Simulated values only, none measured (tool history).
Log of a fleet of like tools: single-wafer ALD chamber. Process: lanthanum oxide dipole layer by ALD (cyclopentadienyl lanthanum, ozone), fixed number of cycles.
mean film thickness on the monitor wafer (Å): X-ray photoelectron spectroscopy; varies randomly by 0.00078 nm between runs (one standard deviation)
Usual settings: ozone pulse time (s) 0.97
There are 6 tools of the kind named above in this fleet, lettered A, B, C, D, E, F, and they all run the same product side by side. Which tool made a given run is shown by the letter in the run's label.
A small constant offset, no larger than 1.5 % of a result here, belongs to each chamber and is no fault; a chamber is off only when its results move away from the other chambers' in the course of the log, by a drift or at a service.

| run | day | ozone pulse time (s) | read-back reference wafer on the same gauge, thickness_nm | mean film thickness on the monitor wafer (Å) |
|---|---|---|---|---|
| 1C | 0.4 | 0.97 | 0.48707 | 4.9282 |
| 2F | 0.683 | 0.97 | 0.48699 | 4.9697 |
| 3D | 1.071 | 0.97 | 0.48661 | 4.9929 |
| 4E | 1.454 | 0.97 | 0.48663 | 4.8828 |
| 5A | 1.862 | 0.97 | 0.48671 | 4.9479 |
| 6B | 2.217 | 0.97 | 0.48665 | 4.9611 |
|  | 2.425 | chamber C: ozone generator serviced |
| 7E | 2.538 | 0.97 | 0.48658 | 4.8732 |
| 8C | 2.8 | 0.97 | 0.48644 | 4.9268 |
| 9D | 3.371 | 0.97 | 0.48648 | 4.9641 |
| 10A | 3.854 | 0.97 | 0.48624 | 4.9585 |
| 11B | 4.446 | 0.97 | 0.48632 | 4.9423 |
| 12F | 4.825 | 0.97 | 0.48629 | 4.9564 |
| 13A | 5.154 | 0.97 | 0.48597 | 4.9333 |
| 14B | 5.467 | 0.72 | 0.48577 | 4.4096 |
|  | 5.962 | chamber F: thermocouple changed; heater temperature recalibrated |
| 15D | 6.025 | 0.72 | 0.48575 | 4.397 |
|  | 6.154 | chamber F: ozone generator serviced |
| 16F | 6.55 | 0.72 | 0.48582 | 4.429 |
|  | 6.596 | chamber A: ozone generator serviced |
| 17C | 7.029 | 0.72 | 0.48579 | 4.3698 |
| 18E | 7.35 | 0.72 | 0.48577 | 4.3648 |
| 19B | 7.95 | 0.72 | 0.48551 | 4.4045 |
| 20D | 8.433 | 0.97 | 0.4854 | 4.951 |
| 21C | 8.879 | 0.97 | 0.48532 | 4.9062 |
| 22A | 9.233 | 0.97 | 0.48532 | 4.9359 |
| 23E | 9.692 | 0.97 | 0.48522 | 4.8719 |
| 24F | 10.125 | 0.97 | 0.48494 | 4.9576 |
| 25E | 10.504 | 0.97 | 0.4852 | 4.864 |
| 26C | 10.879 | 0.97 | 0.485 | 4.9094 |
| 27D | 11.404 | 0.97 | 0.48487 | 4.9553 |
| 28A | 11.946 | 0.97 | 0.4847 | 4.9453 |
| 29F | 12.529 | 0.97 | 0.48481 | 4.9375 |
| 30B | 12.967 | 0.97 | 0.48474 | 4.9262 |
| 31D | 13.508 | 0.97 | 0.48456 | 4.9581 |
| 32C | 14.008 | 0.97 | 0.48453 | 4.8987 |
| 33E | 14.283 | 0.97 | 0.48425 | 4.8582 |
| 34F | 14.667 | 0.97 | 0.48443 | 4.9418 |
| 35B | 15.196 | 0.97 | 0.48452 | 4.9211 |
| 36A | 15.704 | 0.76 | 0.48425 | 4.5061 |
| 37A | 16.258 | 0.76 | 0.48411 | 4.5166 |
| 38F | 16.679 | 0.76 | 0.48402 | 4.5107 |
| 39E | 16.979 | 0.76 | 0.48388 | 4.4467 |

Next, all 6 chambers run the settings below, one line each with question marks for the results. What does each chamber give?
| 40A | 17.412 | 0.73 |  | ? |
| 40B | 17.412 | 0.73 |  | ? |
| 40C | 17.412 | 0.73 |  | ? |
| 40D | 17.412 | 0.73 |  | ? |
| 40E | 17.412 | 0.73 |  | ? |
| 40F | 17.412 | 0.73 |  | ? |

| run | mean film thickness on the monitor wafer (Å) |
|---|---|
| 40A | 4.428 |
| 40B | 4.3953 |
| 40C | 4.3811 |
| 40D | 4.4306 |
| 40E | 4.3586 |
| 40F | 4.4325 |
